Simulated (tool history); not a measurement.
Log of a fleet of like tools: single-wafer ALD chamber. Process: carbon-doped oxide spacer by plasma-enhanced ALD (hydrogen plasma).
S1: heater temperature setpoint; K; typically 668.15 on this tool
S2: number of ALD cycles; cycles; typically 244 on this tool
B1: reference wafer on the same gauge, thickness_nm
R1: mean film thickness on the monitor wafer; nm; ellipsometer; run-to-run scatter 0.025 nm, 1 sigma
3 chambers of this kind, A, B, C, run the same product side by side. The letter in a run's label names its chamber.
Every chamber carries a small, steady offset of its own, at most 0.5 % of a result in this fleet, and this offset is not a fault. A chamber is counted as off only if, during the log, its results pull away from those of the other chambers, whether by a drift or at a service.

{"run": "1C", "hour": 3.7, "S1": 668.15, "S2": 244, "B1": 14.412, "R1": 12.229}
{"run": "2A", "hour": 5.9, "S1": 668.15, "S2": 244, "B1": 14.401, "R1": 12.112}
{"run": "3B", "hour": 9.1, "S1": 668.15, "S2": 244, "B1": 14.397, "R1": 12.169}
{"run": "4B", "hour": 13.4, "S1": 668.15, "S2": 244, "B1": 14.402, "R1": 12.177}
{"run": "5C", "hour": 17.4, "S1": 668.15, "S2": 244, "B1": 14.404, "R1": 12.221}
{"run": "6A", "hour": 21.4, "S1": 668.15, "S2": 244, "B1": 14.406, "R1": 12.152}
{"run": "7B", "hour": 24.1, "S1": 668.15, "S2": 244, "B1": 14.397, "R1": 12.143}
{"run": "8C", "hour": 28.2, "S1": 668.15, "S2": 244, "B1": 14.4, "R1": 12.236}
{"run": "9A", "hour": 32.7, "S1": 668.15, "S2": 244, "B1": 14.395, "R1": 12.206}
{"run": "10B", "hour": 35.9, "S1": 668.15, "S2": 244, "B1": 14.403, "R1": 12.162}
{"run": "11C", "hour": 40.3, "S1": 668.15, "S2": 244, "B1": 14.4, "R1": 12.211}
{"run": "12A", "hour": 44.5, "S1": 655.15, "S2": 272, "B1": 14.397, "R1": 13.508}
{"run": "13C", "hour": 47.6, "S1": 655.15, "S2": 272, "B1": 14.395, "R1": 13.607}
{"run": "14A", "hour": 51.2, "S1": 655.15, "S2": 272, "B1": 14.397, "R1": 13.572}
{"run": "15B", "hour": 54.7, "S1": 668.15, "S2": 244, "B1": 14.412, "R1": 12.194}
{"run": "16C", "hour": 57.3, "S1": 668.15, "S2": 244, "B1": 14.398, "R1": 12.241}
{"run": "17B", "hour": 59.5, "S1": 668.15, "S2": 244, "B1": 14.403, "R1": 12.173}
{"run": "18A", "hour": 64.0, "S1": 668.15, "S2": 244, "B1": 14.398, "R1": 12.138}
{"run": "19A", "hour": 68.6, "S1": 679.15, "S2": 244, "B1": 14.402, "R1": 11.871}
{"run": "20B", "hour": 73.2, "S1": 679.15, "S2": 244, "B1": 14.388, "R1": 11.944}
{"run": "21C", "hour": 78.0, "S1": 679.15, "S2": 244, "B1": 14.404, "R1": 11.989}
{"run": "22B", "hour": 80.4, "S1": 668.15, "S2": 244, "B1": 14.401, "R1": 12.16}
{"run": "23A", "hour": 84.8, "S1": 668.15, "S2": 244, "B1": 14.402, "R1": 12.157}
{"run": "24C", "hour": 87.8, "S1": 668.15, "S2": 244, "B1": 14.4, "R1": 12.192}
{"run": "25A", "hour": 92.0, "S1": 673.15, "S2": 228, "B1": 14.4, "R1": 11.272}
{"run": "26B", "hour": 94.9, "S1": 673.15, "S2": 228, "B1": 14.401, "R1": 11.372}
{"run": "27C", "hour": 97.7, "S1": 673.15, "S2": 228, "B1": 14.393, "R1": 11.4}
{"run": "28A", "hour": 102.2, "S1": 662.15, "S2": 290, "B1": 14.406, "R1": 14.389}
{"run": "29B", "hour": 104.5, "S1": 662.15, "S2": 290, "B1": 14.397, "R1": 14.423}
{"run": "30C", "hour": 106.8, "S1": 662.15, "S2": 290, "B1": 14.4, "R1": 14.543}
{"run": "31C", "hour": 110.8, "S1": 668.15, "S2": 244, "B1": 14.401, "R1": 12.198}
{"run": "32A", "hour": 114.7, "S1": 668.15, "S2": 244, "B1": 14.404, "R1": 12.094}
{"run": "33B", "hour": 116.8, "S1": 679.15, "S2": 222, "B1": 14.41, "R1": 10.86}
{"run": "34C", "hour": 119.9, "S1": 679.15, "S2": 222, "B1": 14.402, "R1": 10.881}

Each of the 3 chambers runs these same settings next. Fill in every chamber's results:
{"run": "35A", "hour": 123.4, "S1": 668.15, "S2": 280, "R1": "?"}
{"run": "35B", "hour": 123.4, "S1": 668.15, "S2": 280, "R1": "?"}
{"run": "35C", "hour": 123.4, "S1": 668.15, "S2": 280, "R1": "?"}

run=35A R1=13.934
run=35B R1=13.935
run=35C R1=14.028

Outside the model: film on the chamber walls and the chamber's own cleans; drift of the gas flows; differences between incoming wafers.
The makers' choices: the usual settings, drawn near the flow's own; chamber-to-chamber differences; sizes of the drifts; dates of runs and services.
